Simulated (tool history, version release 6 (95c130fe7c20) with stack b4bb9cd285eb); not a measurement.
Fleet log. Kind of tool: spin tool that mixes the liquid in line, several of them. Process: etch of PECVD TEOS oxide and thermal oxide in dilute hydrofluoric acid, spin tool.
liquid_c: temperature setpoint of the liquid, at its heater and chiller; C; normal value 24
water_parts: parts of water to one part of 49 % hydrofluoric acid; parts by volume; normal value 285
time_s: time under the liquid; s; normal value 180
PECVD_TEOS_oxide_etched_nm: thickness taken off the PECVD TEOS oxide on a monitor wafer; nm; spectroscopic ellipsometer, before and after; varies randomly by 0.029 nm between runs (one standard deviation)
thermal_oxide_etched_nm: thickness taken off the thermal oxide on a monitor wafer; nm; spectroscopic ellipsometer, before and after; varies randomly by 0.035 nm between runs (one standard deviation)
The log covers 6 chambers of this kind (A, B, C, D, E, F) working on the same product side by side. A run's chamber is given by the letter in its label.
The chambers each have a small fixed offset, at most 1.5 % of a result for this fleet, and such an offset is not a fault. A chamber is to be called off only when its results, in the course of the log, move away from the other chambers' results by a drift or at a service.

run   hour  liquid_c  water_parts  time_s  hours since the thermometer was replaced  hours since the hydrofluoric acid flow meter was replaced  read-back film thickness of the PECVD TEOS oxide reference wafer, read on the same gauge (nm)  read-back film thickness of the thermal oxide reference wafer, read on the same gauge (nm)  PECVD_TEOS_oxide_etched_nm  thermal_oxide_etched_nm
 1E   10.0        24          285     180                                    1008.2                                                     2190.6                                                                                         140.04                                                                                      110.01                      7.0773                   2.5228
 2C   19.4        24          285     180                                    1629.1                                                     1259.9                                                                                         140.03                                                                                      110.00                      7.1473                   2.4425
 3B   24.2        24          285     180                                    1562.7                                                      419.8                                                                                         140.00                                                                                      110.01                      7.1682                   2.4735
 4A   30.4        24          285     180                                     541.8                                                      344.6                                                                                         140.00                                                                                      110.00                      7.2061                   2.4524
 5D   37.8        24          285     180                                    1161.4                                                      624.4                                                                                         140.02                                                                                      110.00                      7.1592                   2.4428
 6F   47.5        24          285     180                                     486.2                                                      738.0                                                                                         140.01                                                                                      110.00                      7.1876                   2.4898
      48.2  -- chamber D: thermometer replaced
 7A   52.7        24          285     180                                     564.1                                                      366.9                                                                                         140.03                                                                                      109.97                      7.1759                   2.4317
      58.8  -- chamber E: hydrofluoric acid flow meter replaced
 8B   62.4        24          285     180                                    1600.9                                                      458.0                                                                                         139.99                                                                                      109.98                      7.1634                   2.4695
 9D   69.0        24          360     180                                      20.8                                                      655.6                                                                                         140.00                                                                                      110.00                      5.2641                   1.8189
10C   76.3        24          360     180                                    1686.0                                                     1316.8                                                                                         140.01                                                                                      110.02                      5.2298                   1.7879
11E   84.3        24          360     180                                    1082.5                                                       25.5                                                                                         140.01                                                                                      110.01                      5.2601                   1.8223
12F   91.4        24          360     180                                     530.1                                                      781.9                                                                                         139.99                                                                                      110.00                      5.3296                   1.8107
13F  101.2        24          360     180                                     539.9                                                      791.7                                                                                         140.00                                                                                      109.99                      5.3040                   1.8193
14E  108.6        24          360     180                                    1106.8                                                       49.8                                                                                         140.00                                                                                      110.00                      5.1770                   1.7956
15D  116.5        24          285     180                                      68.3                                                      703.1                                                                                         140.00                                                                                      110.00                      7.2213                   2.4594
16A  121.5        24          285     180                                     632.9                                                      435.7                                                                                         140.01                                                                                      109.99                      7.1734                   2.3929
17C  128.3        24          285     180                                    1738.0                                                     1368.8                                                                                         140.00                                                                                      110.00                      7.1119                   2.4099
18B  134.8        24          285     180                                    1673.3                                                      530.4                                                                                         139.99                                                                                      110.01                      7.1650                   2.4926
19C  141.1        20          285     180                                    1750.8                                                     1381.6                                                                                         140.02                                                                                      110.01                      6.2091                   2.0934
20B  149.8        20          285     180                                    1688.3                                                      545.4                                                                                         140.02                                                                                      110.02                      6.1677                   2.1333
21E  159.5        20          285     180                                    1157.7                                                      100.7                                                                                         140.00                                                                                      110.01                      6.0827                   2.0747
22D  169.9        20          285     180                                     121.7                                                      756.5                                                                                         139.99                                                                                      110.00                      6.2174                   2.0962
23F  174.4        20          285     180                                     613.1                                                      864.9                                                                                         139.99                                                                                      109.99                      6.1974                   2.1464
24A  179.9        20          285     180                                     691.3                                                      494.1                                                                                         139.96                                                                                      110.01                      6.1855                   2.0995
25F  184.9        24          400     180                                     623.6                                                      875.4                                                                                         140.04                                                                                      110.00                      4.6431                   1.6112
26B  189.4        24          400     180                                    1727.9                                                      585.0                                                                                         140.00                                                                                      109.98                      4.5655                   1.5920
27E  198.6        24          400     180                                    1196.8                                                      139.8                                                                                         139.98                                                                                      110.00                      4.5593                   1.5594
28D  205.2        24          400     180                                     157.0                                                      791.8                                                                                         139.98                                                                                      110.01                      4.5862                   1.5882
29A  212.9        24          400     180                                     724.3                                                      527.1                                                                                         140.02                                                                                      110.00                      4.5858                   1.5782
30C  219.1        24          400     180                                    1828.8                                                     1459.6                                                                                         139.98                                                                                      110.01                      4.5262                   1.5715
31E  228.5        24          285     180                                    1226.7                                                      169.7                                                                                         140.00                                                                                      110.00                      7.0646                   2.4583
32F  233.0        24          285     180                                     671.7                                                      923.5                                                                                         139.99                                                                                      110.02                      7.1672                   2.4876
33C  239.0        24          285     180                                    1848.7                                                     1479.5                                                                                         140.01                                                                                      109.99                      7.0670                   2.4027
34D  244.0        24          285     180                                     195.8                                                      830.6                                                                                         140.01                                                                                      110.02                      7.2035                   2.4823
     248.5  -- chamber F: hydrofluoric acid flow meter replaced
35B  251.3        24          285     180                                    1789.8                                                      646.9                                                                                         139.99                                                                                      109.98                      7.1439                   2.4532
36A  256.0        24          285     180                                     767.4                                                      570.2                                                                                         140.01                                                                                      110.00                      7.1231                   2.4819
37A  261.4        24          285     180                                     772.8                                                      575.6                                                                                         140.00                                                                                      110.01                      7.1245                   2.3973
38F  270.6        24          285     180                                     709.3                                                       22.1                                                                                         140.00                                                                                      110.00                      7.1560                   2.4822
     272.7  -- chamber A: thermometer replaced
39E  275.5        24          285     180                                    1273.7                                                      216.7                                                                                         140.00                                                                                      110.03                      7.0129                   2.4324
40D  283.3        24          285     180                                     235.1                                                      869.9                                                                                         140.01                                                                                      109.97                      7.1689                   2.4580
41B  287.8        24          285     180                                    1826.3                                                      683.4                                                                                         139.97                                                                                      110.01                      7.1295                   2.4046
42C  293.4        26          285      95                                    1903.1                                                     1533.9                                                                                         140.03                                                                                      109.99                      4.0506                   1.3636
43A  300.1        26          285      95                                      27.4                                                      614.3                                                                                         139.96                                                                                      109.99                      4.0294                   1.4026
44F  306.2        26          285      95                                     744.9                                                       57.7                                                                                         139.99                                                                                      109.97                      4.0802                   1.4151

Each of the 6 chambers runs these same settings next. Fill in every chamber's results:
45A  313.6        24          285     180                                                                                                                                                                                                                                                                                                                           ?                        ?
45B  313.6        24          285     180                                                                                                                                                                                                                                                                                                                           ?                        ?
45C  313.6        24          285     180                                                                                                                                                                                                                                                                                                                           ?                        ?
45D  313.6        24          285     180                                                                                                                                                                                                                                                                                                                           ?                        ?
45E  313.6        24          285     180                                                                                                                                                                                                                                                                                                                           ?                        ?
45F  313.6        24          285     180                                                                                                                                                                                                                                                                                                                           ?                        ?

run  PECVD_TEOS_oxide_etched_nm  thermal_oxide_etched_nm
45A                      7.1646                   2.4544
45B                      7.1004                   2.5153
45C                      7.0884                   2.4816
45D                      7.1335                   2.4114
45E                      7.0393                   2.5104
45F                      7.1344                   2.4656
